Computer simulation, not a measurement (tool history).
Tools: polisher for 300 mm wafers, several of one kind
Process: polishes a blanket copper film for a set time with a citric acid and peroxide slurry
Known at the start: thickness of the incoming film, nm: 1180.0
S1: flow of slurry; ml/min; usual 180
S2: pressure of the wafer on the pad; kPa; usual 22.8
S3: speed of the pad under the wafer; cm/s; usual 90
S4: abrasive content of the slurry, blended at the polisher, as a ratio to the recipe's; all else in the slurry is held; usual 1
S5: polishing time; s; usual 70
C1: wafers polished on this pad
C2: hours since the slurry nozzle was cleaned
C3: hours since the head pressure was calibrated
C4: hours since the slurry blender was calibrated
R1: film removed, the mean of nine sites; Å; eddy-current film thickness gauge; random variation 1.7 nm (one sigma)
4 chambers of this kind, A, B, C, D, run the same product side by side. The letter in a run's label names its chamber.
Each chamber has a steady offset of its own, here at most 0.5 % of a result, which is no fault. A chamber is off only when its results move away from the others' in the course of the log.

run    day   S1    S2  S3    S4  S5    C1     C2      C3     C4      R1
     0.004  -- chamber D: slurry blender recalibrated
 1D  0.158  180  22.8  90     1  70   235  579.1   895.4    3.7  1305.8
 2B  0.292  180  22.8  90     1  70   110  204.8   669.8  124.7  1298.3
 3A  0.425  180  22.8  90     1  70   185  274.4   918.3  245.4  1288.9
 4C  0.554  180  22.8  90     1  70   940   71.3   568.7   81.8  1267.7
 5B  0.671  180  22.8  90     1  70   234  213.9   678.9  133.8  1284.5
 6D  0.858  150  22.8  90  1.25  70   464  595.9   912.2   20.5  1306.1
 7C  0.988  150  22.8  90  1.25  70  1081   81.7   579.1   92.2  1299.3
 8A  1.075  150  22.8  90  1.25  70   397    290   933.9    261  1293.6
 9D  1.233  150  22.8  90  1.25  70   587  604.9   921.2   29.5  1292.1
10A  1.354  180  22.8  90     1  70   489  296.7   940.6  267.7    1296
     1.421  -- chamber C: worn pad replaced by a new one
11C  1.454  180  22.8  90     1  70    11   92.9   590.3  103.4  1290.4
12B  1.642  180  22.8  90     1  70   552  237.2   702.2  157.1  1283.9
       1.8  -- chamber D: worn pad replaced by a new one
13D  1.812  180    20  90     1  70     4  618.8   935.1   43.4  1124.6
     1.846  -- chamber A: worn pad replaced by a new one
14A  1.971  180    20  90     1  70    42  311.5   955.4  282.5    1116
15C  2.142  180    20  90     1  70   236  109.4   606.8  119.9  1113.1
16B  2.292  180    20  90     1  70   764  252.8   717.8  172.7  1130.7
17A  2.454  180  22.8  90     1  70   200  323.1     967  294.1  1255.1
     2.558  -- chamber B: worn pad replaced by a new one
18D  2.592  180  22.8  90     1  87   259  637.5   953.8   62.1  1589.3
19C  2.704  180  22.8  90     1  87   420  122.9   620.3  133.4    1585
     2.854  -- chamber D: head pressure recalibrated
20B  2.892  180  22.8  90     1  87   110  267.2   732.2  187.1  1570.1
21A      3  180  22.8  90     1  87   378  336.2   980.1  307.2  1500.5
     3.071  -- chamber C: slurry blender recalibrated
22B  3.146  180  22.8  90     1  70   193  273.3   738.3  193.2  1299.5
23C  3.254  180  22.8  90     1  70   600  136.1   633.5    4.5  1277.9
24D  3.417  180  22.8  90     1  70   529  657.3    13.5   81.9  1298.6
25D  3.542  180  22.8  90     1  70   570  660.3    16.5   84.9    1281
26B  3.658  180  22.8  90     1  70   361  285.6   750.6  205.5  1320.4
     3.662  -- chamber A: worn pad replaced by a new one
       3.7  -- chamber D: worn pad replaced by a new one
27A  3.779  180  22.8  90     1  70    38  354.9   998.8  325.9  1233.8
28C  3.904  180  30.3  90     1  80   812  151.7   649.1   20.1  1900.2
29B  4.079  180  30.3  90     1  80   498  295.7   760.7  215.6  1955.1
30D    4.2  180  30.3  90     1  80   163  676.1    32.3  100.7  1974.4
31C  4.367  180  30.3  90     1  80   963  162.8   660.2   31.2  1936.2
32A  4.479  180  22.8  90     1  70   267  371.7  1015.6  342.7  1207.8
33D  4.562  180  22.8  90     1  70   282  684.8      41  109.4  1293.6
34C    4.7  180  22.8  70     1  70  1073  170.8   668.2   39.2    1009

What goes on in this fleet: one chamber off, a drifting gauge, or nothing beyond the chambers' own small offsets? Name the chamber and the cause, if any.

Chamber A drifts away from the others.
Cause: abrasive missing from the slurry, % = 29.6.
The log may not tell that from: slurry flow missing at the pad, %; head's pressure below its setpoint, %.

Here are 4 candidates for chamber A's next run, each the usual settings with a change, their results left as question marks. Which one brings its results back in line with what the others give on the usual settings?
In line means no further than this from the other chambers' mean on the usual settings: R1 59 Å
35A-1  4.833  180  24.1  94   1  73                   ?
35A-2  4.833  180  22.1  88   1  68                   ?
35A-3  4.833  180  21.4  86   1  67                   ?
35A-4  4.833  180  23.4  92   1  72                   ?

The other chambers' mean on the usual settings: R1 1281.7 Å
  run      R1
35A-1  1370.6
35A-2  1097.3
35A-3  1025.2
35A-4  1286.9
35A-4 brings the chamber back in line.

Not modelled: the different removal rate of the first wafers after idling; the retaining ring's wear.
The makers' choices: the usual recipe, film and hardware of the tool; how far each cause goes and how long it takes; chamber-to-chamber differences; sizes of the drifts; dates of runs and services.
